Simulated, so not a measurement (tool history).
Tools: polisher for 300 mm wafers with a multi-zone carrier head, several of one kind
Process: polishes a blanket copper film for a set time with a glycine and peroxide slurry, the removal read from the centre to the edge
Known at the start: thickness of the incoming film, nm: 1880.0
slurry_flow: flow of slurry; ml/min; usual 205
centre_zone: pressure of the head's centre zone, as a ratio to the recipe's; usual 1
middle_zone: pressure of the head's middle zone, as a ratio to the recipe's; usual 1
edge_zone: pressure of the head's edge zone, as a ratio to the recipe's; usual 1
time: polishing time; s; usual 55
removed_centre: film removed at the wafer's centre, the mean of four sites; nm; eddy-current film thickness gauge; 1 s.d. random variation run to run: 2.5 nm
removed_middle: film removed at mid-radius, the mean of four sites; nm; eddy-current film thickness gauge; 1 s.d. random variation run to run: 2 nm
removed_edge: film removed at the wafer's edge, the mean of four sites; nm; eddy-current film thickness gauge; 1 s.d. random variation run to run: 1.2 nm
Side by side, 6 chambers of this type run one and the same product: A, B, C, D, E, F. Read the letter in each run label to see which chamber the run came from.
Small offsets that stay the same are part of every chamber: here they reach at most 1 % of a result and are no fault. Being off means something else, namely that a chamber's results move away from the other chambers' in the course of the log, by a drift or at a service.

| run | hour | slurry_flow | centre_zone | middle_zone | edge_zone | time | removed_centre | removed_middle | removed_edge |
|---|---|---|---|---|---|---|---|---|---|
| 1C | 9 | 205 | 1 | 1 | 1 | 55 | 193.32 | 188.62 | 189.13 |
| 2F | 19.5 | 205 | 1 | 1 | 1 | 55 | 187.78 | 191.64 | 189.29 |
| 3E | 27.3 | 205 | 1 | 1 | 1 | 55 | 187.44 | 190.89 | 186.92 |
|  | 34 | chamber F: worn pad replaced by a new one |
| 4B | 40.4 | 205 | 1 | 1 | 1 | 55 | 190.15 | 184.91 | 188.67 |
|  | 46.4 | chamber E: slurry nozzle cleaned |
|  | 51.9 | chamber B: worn pad replaced by a new one |
| 5A | 55.2 | 205 | 1 | 1 | 1 | 55 | 192.39 | 189.34 | 189.59 |
| 6D | 66.2 | 205 | 1 | 1 | 0.9 | 55 | 186.38 | 187.29 | 178.52 |
| 7B | 77.1 | 205 | 1 | 1 | 0.9 | 55 | 193.28 | 190.96 | 179.3 |
| 8C | 91.2 | 205 | 1 | 1 | 0.9 | 55 | 187.71 | 186.94 | 178.51 |
|  | 93.5 | chamber C: worn pad replaced by a new one |
| 9F | 103.8 | 205 | 1 | 1 | 0.9 | 55 | 189.84 | 188.94 | 179.6 |
|  | 110.6 | chamber C: edge zone pressure recalibrated |
|  | 111.7 | chamber F: edge zone pressure recalibrated |
|  | 112.2 | chamber D: worn pad replaced by a new one |
| 10E | 113.2 | 205 | 1 | 1 | 0.9 | 55 | 191.88 | 190.2 | 180.36 |
|  | 115.8 | chamber E: worn pad replaced by a new one |
|  | 117.7 | chamber F: slurry nozzle cleaned |
| 11D | 125.9 | 205 | 1 | 1 | 0.9 | 55 | 192.8 | 187.48 | 179.7 |
| 12A | 141.3 | 205 | 1 | 1 | 1 | 55 | 194.22 | 195.49 | 191.06 |
| 13D | 149.8 | 205 | 1.09 | 1 | 1 | 55 | 208.67 | 187.31 | 189.25 |
|  | 150.8 | chamber A: worn pad replaced by a new one |
| 14F | 157.4 | 205 | 1.09 | 1 | 1 | 55 | 211.18 | 187.77 | 191.84 |
| 15C | 164.6 | 205 | 1.09 | 1 | 1 | 55 | 211.07 | 183.64 | 187.13 |
|  | 170.5 | chamber B: worn pad replaced by a new one |
| 16A | 175.1 | 205 | 1.09 | 1 | 1 | 55 | 212.59 | 190.04 | 189.56 |
|  | 178.3 | chamber F: centre zone pressure recalibrated |
| 17B | 189.6 | 205 | 1.09 | 1 | 1 | 55 | 208.84 | 191.02 | 189.54 |
| 18E | 198 | 205 | 1.09 | 1 | 1 | 55 | 202.55 | 190.73 | 189.41 |
| 19B | 206 | 205 | 1 | 1 | 1 | 55 | 192.89 | 193.72 | 189.41 |
|  | 217.6 | chamber D: centre zone pressure recalibrated |
| 20D | 219.9 | 205 | 1 | 1 | 1 | 55 | 185.97 | 191.88 | 189.03 |
|  | 225.5 | chamber D: slurry nozzle cleaned |
|  | 226.3 | chamber F: worn pad replaced by a new one |
| 21C | 231.2 | 205 | 1 | 1 | 1 | 55 | 193.67 | 190.75 | 187.19 |
|  | 231.9 | chamber C: worn pad replaced by a new one |
| 22A | 246 | 205 | 1 | 1 | 0.96 | 72 | 241.51 | 244.1 | 238.55 |
|  | 254.6 | chamber E: centre zone pressure recalibrated |
|  | 257.8 | chamber C: centre zone pressure recalibrated |
| 23F | 259.1 | 205 | 1 | 1 | 0.96 | 72 | 251.07 | 244.75 | 243.07 |
| 24E | 269.9 | 205 | 1 | 1 | 0.96 | 72 | 242.09 | 249.23 | 239.8 |
|  | 271.2 | chamber B: worn pad replaced by a new one |
| 25F | 278.4 | 205 | 1 | 1 | 0.96 | 72 | 248.53 | 250 | 244.25 |
| 26A | 292.9 | 205 | 1 | 1 | 0.96 | 72 | 244.37 | 240.99 | 241.08 |
|  | 294.5 | chamber E: worn pad replaced by a new one |
|  | 304.3 | chamber D: worn pad replaced by a new one |
| 27B | 307.8 | 205 | 1 | 1 | 0.96 | 72 | 253.12 | 252.69 | 241.33 |
| 28D | 317.2 | 205 | 1 | 1 | 1 | 55 | 189.69 | 188.59 | 190.06 |
| 29E | 329.3 | 205 | 1 | 1 | 1 | 55 | 189.65 | 187.94 | 188.94 |
| 30C | 342.4 | 205 | 1 | 1 | 1 | 55 | 187.92 | 183.74 | 187.16 |
|  | 347 | chamber A: worn pad replaced by a new one |
| 31E | 350.2 | 205 | 1 | 1 | 1 | 55 | 185.15 | 192.05 | 188.12 |
| 32B | 365 | 205 | 1 | 1 | 1 | 55 | 192.47 | 190.05 | 188.77 |
| 33C | 380.3 | 205 | 1 | 1 | 1.07 | 55 | 185.76 | 186.02 | 192.92 |
|  | 388.5 | chamber B: edge zone pressure recalibrated |
|  | 389.5 | chamber B: worn pad replaced by a new one |
| 34A | 394.9 | 205 | 1 | 1 | 1.07 | 55 | 181.3 | 185.53 | 191.43 |
|  | 407 | chamber C: worn pad replaced by a new one |
| 35D | 407.3 | 205 | 1 | 1 | 1.07 | 55 | 192.38 | 190.77 | 194.55 |
| 36F | 420 | 205 | 1 | 1 | 1.07 | 55 | 188.67 | 187.41 | 196.77 |
|  | 421.5 | chamber F: worn pad replaced by a new one |
| 37A | 429.2 | 205 | 1 | 1 | 1.07 | 55 | 179.04 | 181.87 | 190.52 |
| 38D | 444.1 | 205 | 1 | 1 | 1.07 | 55 | 193.33 | 190.59 | 195.89 |
|  | 446.2 | chamber C: slurry nozzle cleaned |
| 39B | 453.9 | 205 | 1 | 1 | 1 | 55 | 196.87 | 189.72 | 190.7 |
| 40F | 467.8 | 205 | 1 | 1 | 1 | 55 | 191.16 | 193.07 | 188.12 |
|  | 476 | chamber E: worn pad replaced by a new one |
| 41C | 476 | 205 | 1 | 1 | 1 | 55 | 189.19 | 183.21 | 190.48 |
| 42E | 489.5 | 205 | 1 | 1 | 1 | 55 | 191.02 | 191.93 | 187.55 |
| 43B | 497.5 | 205 | 1 | 1 | 1 | 55 | 192.2 | 188.03 | 190.17 |

Each of the 6 chambers runs these same settings next. Fill in every chamber's results:
| 44A | 508.7 | 205 | 1 | 1 | 0.94 | 55 | ? | ? | ? |
| 44B | 508.7 | 205 | 1 | 1 | 0.94 | 55 | ? | ? | ? |
| 44C | 508.7 | 205 | 1 | 1 | 0.94 | 55 | ? | ? | ? |
| 44D | 508.7 | 205 | 1 | 1 | 0.94 | 55 | ? | ? | ? |
| 44E | 508.7 | 205 | 1 | 1 | 0.94 | 55 | ? | ? | ? |
| 44F | 508.7 | 205 | 1 | 1 | 0.94 | 55 | ? | ? | ? |

| run | removed_centre | removed_middle | removed_edge |
|---|---|---|---|
| 44A | 180.02 | 177.28 | 173.48 |
| 44B | 193.6 | 193.85 | 184.56 |
| 44C | 187.68 | 188.02 | 182.35 |
| 44D | 191.05 | 189.71 | 184 |
| 44E | 185.93 | 193.25 | 182.27 |
| 44F | 192.02 | 190.4 | 183.71 |
